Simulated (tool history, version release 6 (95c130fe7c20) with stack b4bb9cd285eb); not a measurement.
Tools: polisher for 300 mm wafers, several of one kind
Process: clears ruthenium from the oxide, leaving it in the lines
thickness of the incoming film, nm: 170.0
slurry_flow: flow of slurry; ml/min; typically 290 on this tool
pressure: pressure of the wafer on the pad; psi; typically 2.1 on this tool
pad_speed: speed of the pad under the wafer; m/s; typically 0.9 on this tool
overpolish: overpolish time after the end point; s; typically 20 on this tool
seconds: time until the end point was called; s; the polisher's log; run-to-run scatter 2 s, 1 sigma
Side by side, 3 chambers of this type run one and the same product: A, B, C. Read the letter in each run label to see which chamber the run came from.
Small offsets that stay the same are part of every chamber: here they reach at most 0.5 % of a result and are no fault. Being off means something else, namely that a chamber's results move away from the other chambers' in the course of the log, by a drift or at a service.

run 1C hour=7.2 | slurry_flow=290 pressure=2.1 pad_speed=0.9 overpolish=20 | seconds=190.98
-- hour=13.2 chamber C: worn pad replaced by a new one
-- hour=13.8 chamber A: worn pad replaced by a new one
run 2A hour=18.4 | slurry_flow=290 pressure=2.1 pad_speed=0.9 overpolish=20 | seconds=194.15
run 3B hour=27.7 | slurry_flow=290 pressure=2.1 pad_speed=0.9 overpolish=20 | seconds=192.06
run 4B hour=35.5 | slurry_flow=290 pressure=2.1 pad_speed=0.9 overpolish=20 | seconds=189.22
-- hour=36.7 chamber B: worn pad replaced by a new one
run 5A hour=43.8 | slurry_flow=290 pressure=2.1 pad_speed=0.9 overpolish=13 | seconds=193.17
run 6C hour=54.3 | slurry_flow=290 pressure=2.1 pad_speed=0.9 overpolish=13 | seconds=189.03
run 7B hour=62.4 | slurry_flow=290 pressure=2.1 pad_speed=0.9 overpolish=13 | seconds=189.36
run 8A hour=68.4 | slurry_flow=290 pressure=2.1 pad_speed=0.9 overpolish=20 | seconds=192.39
run 9C hour=78.9 | slurry_flow=290 pressure=2.1 pad_speed=0.9 overpolish=20 | seconds=188.32
-- hour=80.0 chamber C: worn pad replaced by a new one
run 10A hour=91.0 | slurry_flow=290 pressure=2.1 pad_speed=0.9 overpolish=20 | seconds=190.67
run 11C hour=97.8 | slurry_flow=290 pressure=2.1 pad_speed=0.9 overpolish=20 | seconds=192.37
run 12B hour=109.2 | slurry_flow=290 pressure=2.1 pad_speed=0.9 overpolish=20 | seconds=190.75
run 13C hour=121.2 | slurry_flow=290 pressure=2.1 pad_speed=0.9 overpolish=20 | seconds=189.83
run 14B hour=131.1 | slurry_flow=290 pressure=2.1 pad_speed=0.9 overpolish=9 | seconds=186.08
-- hour=134.1 chamber C: worn pad replaced by a new one
-- hour=138.4 chamber A: head pressure recalibrated
run 15A hour=139.9 | slurry_flow=290 pressure=2.1 pad_speed=0.9 overpolish=9 | seconds=178.42
run 16B hour=146.2 | slurry_flow=290 pressure=2.1 pad_speed=0.9 overpolish=9 | seconds=191.87
run 17A hour=152.5 | slurry_flow=290 pressure=2.1 pad_speed=0.9 overpolish=20 | seconds=177.15
run 18C hour=162.0 | slurry_flow=330 pressure=2.1 pad_speed=0.9 overpolish=20 | seconds=187.41
-- hour=165.4 chamber A: worn pad replaced by a new one
run 19A hour=167.9 | slurry_flow=330 pressure=2.1 pad_speed=0.9 overpolish=20 | seconds=177.83
-- hour=174.5 chamber C: slurry nozzle cleaned
run 20C hour=177.0 | slurry_flow=330 pressure=2.1 pad_speed=0.9 overpolish=20 | seconds=186.58
-- hour=184.3 chamber B: worn pad replaced by a new one
run 21B hour=185.3 | slurry_flow=290 pressure=2.1 pad_speed=0.9 overpolish=20 | seconds=191.26
-- hour=188.1 chamber C: worn pad replaced by a new one
run 22C hour=196.0 | slurry_flow=290 pressure=2.1 pad_speed=0.9 overpolish=20 | seconds=191.94
run 23A hour=203.2 | slurry_flow=290 pressure=2.1 pad_speed=0.9 overpolish=20 | seconds=178.00
run 24B hour=212.7 | slurry_flow=290 pressure=2.1 pad_speed=0.9 overpolish=20 | seconds=192.65
run 25C hour=220.6 | slurry_flow=290 pressure=2.1 pad_speed=0.9 overpolish=24 | seconds=190.49
-- hour=228.2 chamber B: slurry nozzle cleaned
run 26B hour=231.8 | slurry_flow=290 pressure=2.1 pad_speed=0.9 overpolish=24 | seconds=194.72
-- hour=239.9 chamber C: head pressure recalibrated
run 27A hour=243.4 | slurry_flow=290 pressure=2.1 pad_speed=0.9 overpolish=24 | seconds=177.26
run 28C hour=251.4 | slurry_flow=290 pressure=2.1 pad_speed=0.9 overpolish=20 | seconds=189.99
-- hour=252.9 chamber C: worn pad replaced by a new one
run 29A hour=259.2 | slurry_flow=290 pressure=2.1 pad_speed=0.9 overpolish=20 | seconds=179.39
run 30B hour=267.6 | slurry_flow=290 pressure=2.1 pad_speed=0.9 overpolish=20 | seconds=194.53
run 31C hour=273.1 | slurry_flow=290 pressure=2.1 pad_speed=0.9 overpolish=20 | seconds=190.06
run 32A hour=279.5 | slurry_flow=290 pressure=2.1 pad_speed=0.7 overpolish=20 | seconds=227.61
run 33B hour=291.1 | slurry_flow=290 pressure=2.1 pad_speed=0.7 overpolish=20 | seconds=248.08
run 34B hour=298.3 | slurry_flow=290 pressure=2.1 pad_speed=0.7 overpolish=20 | seconds=245.76

Next, all 3 chambers run the settings below, one line each with question marks for the results. What does each chamber give?
run 35A hour=306.9 | slurry_flow=260 pressure=2.1 pad_speed=0.9 overpolish=20 | seconds=?
run 35B hour=306.9 | slurry_flow=260 pressure=2.1 pad_speed=0.9 overpolish=20 | seconds=?
run 35C hour=306.9 | slurry_flow=260 pressure=2.1 pad_speed=0.9 overpolish=20 | seconds=?

run=35A seconds=176.92
run=35B seconds=194.23
run=35C seconds=193.50
